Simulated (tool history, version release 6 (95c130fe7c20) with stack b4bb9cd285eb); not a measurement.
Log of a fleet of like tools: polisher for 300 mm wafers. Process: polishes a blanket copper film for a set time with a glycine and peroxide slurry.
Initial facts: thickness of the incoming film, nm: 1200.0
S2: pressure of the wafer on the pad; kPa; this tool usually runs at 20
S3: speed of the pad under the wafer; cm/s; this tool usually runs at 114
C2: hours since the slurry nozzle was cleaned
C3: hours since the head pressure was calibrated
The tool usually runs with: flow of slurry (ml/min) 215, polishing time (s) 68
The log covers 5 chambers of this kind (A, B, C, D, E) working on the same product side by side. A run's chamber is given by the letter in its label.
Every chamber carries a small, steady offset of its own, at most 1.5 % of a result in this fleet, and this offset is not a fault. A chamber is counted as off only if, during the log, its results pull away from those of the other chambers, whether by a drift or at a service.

run 1D hour=7.5 | flow_of_slurry_(ml/min)=215 S2=20 S3=114 polishing_time_(s)=68 | wafers_polished_on_this_pad=1120 C2=94.5 C3=95.6 | film_removed_(Å)=4679.3
-- hour=9.1 chamber D: worn pad replaced by a new one
-- hour=11 chamber E: worn pad replaced by a new one
run 2B hour=14.3 | flow_of_slurry_(ml/min)=215 S2=20 S3=114 polishing_time_(s)=68 | wafers_polished_on_this_pad=212 C2=192 C3=123.8 | film_removed_(Å)=4711.9
run 3A hour=22.6 | flow_of_slurry_(ml/min)=215 S2=20 S3=114 polishing_time_(s)=68 | wafers_polished_on_this_pad=604 C2=98.3 C3=162.7 | film_removed_(Å)=4557.4
run 4E hour=35.3 | flow_of_slurry_(ml/min)=215 S2=20 S3=114 polishing_time_(s)=68 | wafers_polished_on_this_pad=303 C2=338.1 C3=76.9 | film_removed_(Å)=4747.2
run 5C hour=45.4 | flow_of_slurry_(ml/min)=215 S2=20 S3=114 polishing_time_(s)=68 | wafers_polished_on_this_pad=880 C2=57.9 C3=418.5 | film_removed_(Å)=4582.6
-- hour=51.3 chamber A: worn pad replaced by a new one
run 6E hour=59.3 | flow_of_slurry_(ml/min)=215 S2=20 S3=114 polishing_time_(s)=68 | wafers_polished_on_this_pad=602 C2=362.1 C3=100.9 | film_removed_(Å)=4689.2
run 7C hour=66.9 | flow_of_slurry_(ml/min)=215 S2=20 S3=114 polishing_time_(s)=68 | wafers_polished_on_this_pad=1148 C2=79.4 C3=440 | film_removed_(Å)=4754.6
-- hour=67.8 chamber B: worn pad replaced by a new one
run 8B hour=73.9 | flow_of_slurry_(ml/min)=215 S2=20 S3=114 polishing_time_(s)=68 | wafers_polished_on_this_pad=76 C2=251.6 C3=183.4 | film_removed_(Å)=4787.3
-- hour=77.4 chamber E: worn pad replaced by a new one
run 9D hour=82.9 | flow_of_slurry_(ml/min)=215 S2=20 S3=136 polishing_time_(s)=55 | wafers_polished_on_this_pad=920 C2=169.9 C3=171 | film_removed_(Å)=4292.3
-- hour=90.7 chamber C: worn pad replaced by a new one
-- hour=93.1 chamber D: worn pad replaced by a new one
run 10A hour=94.6 | flow_of_slurry_(ml/min)=215 S2=20 S3=136 polishing_time_(s)=55 | wafers_polished_on_this_pad=539 C2=170.3 C3=234.7 | film_removed_(Å)=4439.8
-- hour=107.6 chamber C: head pressure recalibrated
run 11A hour=109 | flow_of_slurry_(ml/min)=215 S2=20 S3=136 polishing_time_(s)=55 | wafers_polished_on_this_pad=719 C2=184.7 C3=249.1 | film_removed_(Å)=4403.4
run 12E hour=116.4 | flow_of_slurry_(ml/min)=215 S2=20 S3=136 polishing_time_(s)=55 | wafers_polished_on_this_pad=485 C2=419.2 C3=158 | film_removed_(Å)=4435
run 13C hour=125.4 | flow_of_slurry_(ml/min)=215 S2=20 S3=136 polishing_time_(s)=55 | wafers_polished_on_this_pad=432 C2=137.9 C3=17.8 | film_removed_(Å)=4444.9
-- hour=126.5 chamber A: worn pad replaced by a new one
-- hour=132.4 chamber B: worn pad replaced by a new one
run 14D hour=139.3 | flow_of_slurry_(ml/min)=215 S2=20 S3=130 polishing_time_(s)=84 | wafers_polished_on_this_pad=575 C2=226.3 C3=227.4 | film_removed_(Å)=6388
run 15B hour=146.5 | flow_of_slurry_(ml/min)=215 S2=20 S3=130 polishing_time_(s)=84 | wafers_polished_on_this_pad=176 C2=324.2 C3=256 | film_removed_(Å)=6474.6
-- hour=157.4 chamber E: worn pad replaced by a new one
run 16E hour=161 | flow_of_slurry_(ml/min)=215 S2=20 S3=130 polishing_time_(s)=84 | wafers_polished_on_this_pad=45 C2=463.8 C3=202.6 | film_removed_(Å)=6708.4
run 17D hour=171.3 | flow_of_slurry_(ml/min)=215 S2=20 S3=130 polishing_time_(s)=84 | wafers_polished_on_this_pad=974 C2=258.3 C3=259.4 | film_removed_(Å)=6541.9
run 18C hour=177.8 | flow_of_slurry_(ml/min)=215 S2=20 S3=130 polishing_time_(s)=84 | wafers_polished_on_this_pad=1085 C2=190.3 C3=70.2 | film_removed_(Å)=6594.2
-- hour=181.6 chamber D: worn pad replaced by a new one
run 19A hour=190.8 | flow_of_slurry_(ml/min)=215 S2=20 S3=114 polishing_time_(s)=68 | wafers_polished_on_this_pad=801 C2=266.5 C3=330.9 | film_removed_(Å)=4795.3
-- hour=191.5 chamber D: slurry nozzle cleaned
run 20B hour=202 | flow_of_slurry_(ml/min)=215 S2=20 S3=114 polishing_time_(s)=68 | wafers_polished_on_this_pad=868 C2=379.7 C3=311.5 | film_removed_(Å)=4800
-- hour=206.2 chamber B: worn pad replaced by a new one
-- hour=207.5 chamber A: worn pad replaced by a new one
-- hour=211.4 chamber C: worn pad replaced by a new one
run 21C hour=211.9 | flow_of_slurry_(ml/min)=215 S2=20 S3=114 polishing_time_(s)=68 | wafers_polished_on_this_pad=7 C2=224.4 C3=104.3 | film_removed_(Å)=4688.6
run 22B hour=220.4 | flow_of_slurry_(ml/min)=215 S2=20 S3=114 polishing_time_(s)=68 | wafers_polished_on_this_pad=177 C2=398.1 C3=329.9 | film_removed_(Å)=4805.1
-- hour=222 chamber E: worn pad replaced by a new one
-- hour=223.8 chamber A: slurry nozzle cleaned
run 23D hour=228.1 | flow_of_slurry_(ml/min)=215 S2=20 S3=114 polishing_time_(s)=68 | wafers_polished_on_this_pad=580 C2=36.7 C3=316.2 | film_removed_(Å)=4734.1
run 24A hour=236.5 | flow_of_slurry_(ml/min)=215 S2=20 S3=114 polishing_time_(s)=68 | wafers_polished_on_this_pad=361 C2=12.8 C3=376.6 | film_removed_(Å)=4644.1
run 25E hour=245.5 | flow_of_slurry_(ml/min)=215 S2=20 S3=114 polishing_time_(s)=68 | wafers_polished_on_this_pad=293 C2=548.3 C3=287.1 | film_removed_(Å)=4600.1
-- hour=259.6 chamber D: worn pad replaced by a new one
run 26E hour=260 | flow_of_slurry_(ml/min)=215 S2=20 S3=114 polishing_time_(s)=68 | wafers_polished_on_this_pad=473 C2=562.8 C3=301.6 | film_removed_(Å)=4741.3
run 27D hour=270.1 | flow_of_slurry_(ml/min)=215 S2=20 S3=114 polishing_time_(s)=68 | wafers_polished_on_this_pad=131 C2=78.7 C3=358.2 | film_removed_(Å)=4713.1
-- hour=271.4 chamber B: worn pad replaced by a new one
run 28A hour=281.8 | flow_of_slurry_(ml/min)=215 S2=20 S3=114 polishing_time_(s)=68 | wafers_polished_on_this_pad=925 C2=58.1 C3=421.9 | film_removed_(Å)=4701.5
-- hour=290.1 chamber E: slurry nozzle cleaned
run 29C hour=290.7 | flow_of_slurry_(ml/min)=215 S2=20 S3=114 polishing_time_(s)=68 | wafers_polished_on_this_pad=988 C2=303.2 C3=183.1 | film_removed_(Å)=4794.4
run 30B hour=301.2 | flow_of_slurry_(ml/min)=215 S2=20 S3=114 polishing_time_(s)=68 | wafers_polished_on_this_pad=371 C2=478.9 C3=410.7 | film_removed_(Å)=4779.6
-- hour=305.5 chamber A: worn pad replaced by a new one
-- hour=306.3 chamber E: worn pad replaced by a new one
run 31E hour=311.4 | flow_of_slurry_(ml/min)=215 S2=16.5 S3=84 polishing_time_(s)=68 | wafers_polished_on_this_pad=63 C2=21.3 C3=353 | film_removed_(Å)=3174.8
run 32D hour=319.9 | flow_of_slurry_(ml/min)=215 S2=16.5 S3=84 polishing_time_(s)=68 | wafers_polished_on_this_pad=751 C2=128.5 C3=408 | film_removed_(Å)=3109.6
run 33B hour=327.1 | flow_of_slurry_(ml/min)=215 S2=16.5 S3=84 polishing_time_(s)=68 | wafers_polished_on_this_pad=694 C2=504.8 C3=436.6 | film_removed_(Å)=3203.4
-- hour=334.8 chamber C: worn pad replaced by a new one
run 34C hour=341.1 | flow_of_slurry_(ml/min)=215 S2=16.5 S3=84 polishing_time_(s)=68 | wafers_polished_on_this_pad=79 C2=353.6 C3=233.5 | film_removed_(Å)=3106.3
-- hour=351 chamber D: worn pad replaced by a new one
run 35A hour=351.3 | flow_of_slurry_(ml/min)=215 S2=16.5 S3=84 polishing_time_(s)=68 | wafers_polished_on_this_pad=570 C2=127.6 C3=491.4 | film_removed_(Å)=3166
run 36D hour=363.8 | flow_of_slurry_(ml/min)=215 S2=20 S3=114 polishing_time_(s)=68 | wafers_polished_on_this_pad=159 C2=172.4 C3=451.9 | film_removed_(Å)=4635.1
run 37A hour=370.2 | flow_of_slurry_(ml/min)=215 S2=20 S3=114 polishing_time_(s)=68 | wafers_polished_on_this_pad=805 C2=146.5 C3=510.3 | film_removed_(Å)=4837.1

What goes on in this fleet: one chamber off, a drifting gauge, or nothing beyond the chambers' own small offsets? Name the chamber and the cause, if any.

Neither any chamber nor the gauge drifts; the chambers differ only by their own small, steady offsets.
